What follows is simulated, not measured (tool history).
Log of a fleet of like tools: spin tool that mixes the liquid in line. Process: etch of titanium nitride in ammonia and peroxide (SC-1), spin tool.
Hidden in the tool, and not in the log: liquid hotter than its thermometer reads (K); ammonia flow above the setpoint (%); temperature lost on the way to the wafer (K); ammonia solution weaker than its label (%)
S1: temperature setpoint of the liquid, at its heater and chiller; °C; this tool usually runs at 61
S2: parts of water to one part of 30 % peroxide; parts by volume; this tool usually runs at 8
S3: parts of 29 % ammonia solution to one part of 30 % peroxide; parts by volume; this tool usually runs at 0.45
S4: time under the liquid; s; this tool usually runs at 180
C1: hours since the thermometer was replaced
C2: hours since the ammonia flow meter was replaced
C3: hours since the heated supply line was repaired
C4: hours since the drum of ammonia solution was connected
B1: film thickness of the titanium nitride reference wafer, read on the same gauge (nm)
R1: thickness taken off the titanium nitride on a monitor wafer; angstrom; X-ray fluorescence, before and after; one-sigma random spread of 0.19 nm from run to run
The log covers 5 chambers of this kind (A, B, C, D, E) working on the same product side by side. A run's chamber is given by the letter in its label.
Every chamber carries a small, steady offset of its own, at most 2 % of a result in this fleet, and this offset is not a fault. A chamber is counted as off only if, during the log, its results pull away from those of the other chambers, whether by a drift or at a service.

run	day	S1	S2	S3	S4	C1	C2	C3	C4	B1	R1
1D	0.321	61	8	0.45	180	1508.9	406.6	2080.4	133.2	129.99	226.97
# day 0.571: chamber B: new drum of ammonia solution connected
2A	0.883	61	8	0.45	180	334.6	515.7	76.1	126.2	130.01	227.12
3E	1.212	61	8	0.45	180	2478	618.5	821.9	628.3	130.02	221.29
4C	1.667	61	8	0.45	180	1436.1	688.3	1143.3	370.4	130.01	223.89
5B	2.15	61	8	0.45	180	406.8	1279.3	242.4	37.9	130	225.88
6A	2.733	61	8	0.45	180	379	560.1	120.5	170.6	129.98	225.82
7B	3.183	61	8	0.45	180	431.6	1304.1	267.2	62.7	129.99	223.39
# day 3.504: chamber C: heated supply line repaired
8D	3.683	61	8	0.45	180	1589.6	487.3	2161.1	213.9	130.01	222.97
9E	4.35	61	8	0.45	180	2553.3	693.8	897.2	703.6	130.02	222.57
# day 4.646: chamber E: new drum of ammonia solution connected
10C	4.9	61	8	0.45	180	1513.7	765.9	33.5	448	130.03	225.27
# day 5.142: chamber D: ammonia flow meter replaced
11D	5.346	58	8	0.45	180	1629.5	5	2201	253.8	129.98	182.09
12C	5.7	58	8	0.45	180	1532.9	785.1	52.7	467.2	130.01	182.44
13E	6.267	58	8	0.45	180	2599.3	739.8	943.2	38.9	129.99	182.47
14A	6.683	58	8	0.45	180	473.8	654.9	215.3	265.4	130	188.43
# day 7.062: chamber B: ammonia flow meter replaced
15B	7.092	58	8	0.45	180	525.4	0.8	361	156.5	129.97	185.91
16A	7.417	61	10	0.45	130	491.4	672.5	232.9	283	130.03	147.73
17B	7.858	61	10	0.45	130	543.8	19.2	379.4	174.9	130	145.18
18D	8.283	61	10	0.45	130	1700	75.5	2271.5	324.3	129.99	139.11
19C	8.829	61	10	0.45	130	1608	860.2	127.8	542.3	130.02	143.3
20E	9.333	61	10	0.45	130	2672.9	813.4	1016.8	112.5	130.02	144.55
21E	9.821	61	8	0.45	180	2684.6	825.1	1028.5	124.2	130	223.84
22B	10.4	61	8	0.45	180	604.8	80.2	440.4	235.9	130.02	224.65
23D	10.888	61	8	0.55	260	1762.5	138	2334	386.8	129.98	310.09
24C	11.179	61	8	0.55	260	1664.4	916.6	184.2	598.7	129.98	336.99
25A	11.833	61	8	0.55	260	597.4	778.5	338.9	389	130.01	338.22
26D	12.212	61	8	0.55	260	1794.3	169.8	2365.8	418.6	130.01	305.04
27C	12.733	61	8	0.55	260	1701.7	953.9	221.5	636	129.99	333.83
28B	13.217	61	8	0.45	180	672.4	147.8	508	303.5	130.02	223.36
29A	13.812	61	8	0.45	180	644.9	826	386.4	436.5	130.03	228.4
30E	14.467	61	8	0.45	180	2796.1	936.6	1140	235.7	130	225.59

Decide between three cases: one chamber stands off from its peers, the gauge reading all wafers drifts, or nothing is wrong past each chamber's small offset. Where a chamber is off, say which and what most likely put it there.

One chamber, D, drifts off from the rest bit by bit.
Likeliest cause: temperature lost on the way to the wafer (K) = 1.71.
From this log alone, it may not be told apart from: liquid colder than its thermometer reads (K).

Chamber D could run next with any of the 4 candidate recipes listed below; each alters the usual settings, and their results appear as question marks. Which one brings its results back in line with what the other chambers deliver on the usual settings?
In line here means within this much of the mean the other chambers give on the usual settings: R1 6.5 angstrom
31D-1	14.946	62	8	0.45	190						?
31D-2	14.946	60	8	0.45	170						?
31D-3	14.946	61	8	0.45	190						?
31D-4	14.946	60	8	0.45	180						?

Other chambers, usual settings, mean: R1 225 angstrom
run	R1
31D-1	226.65
31D-2	177.43
31D-3	211.98
31D-4	187.86
31D-1 puts the chamber back in line with the other chambers.

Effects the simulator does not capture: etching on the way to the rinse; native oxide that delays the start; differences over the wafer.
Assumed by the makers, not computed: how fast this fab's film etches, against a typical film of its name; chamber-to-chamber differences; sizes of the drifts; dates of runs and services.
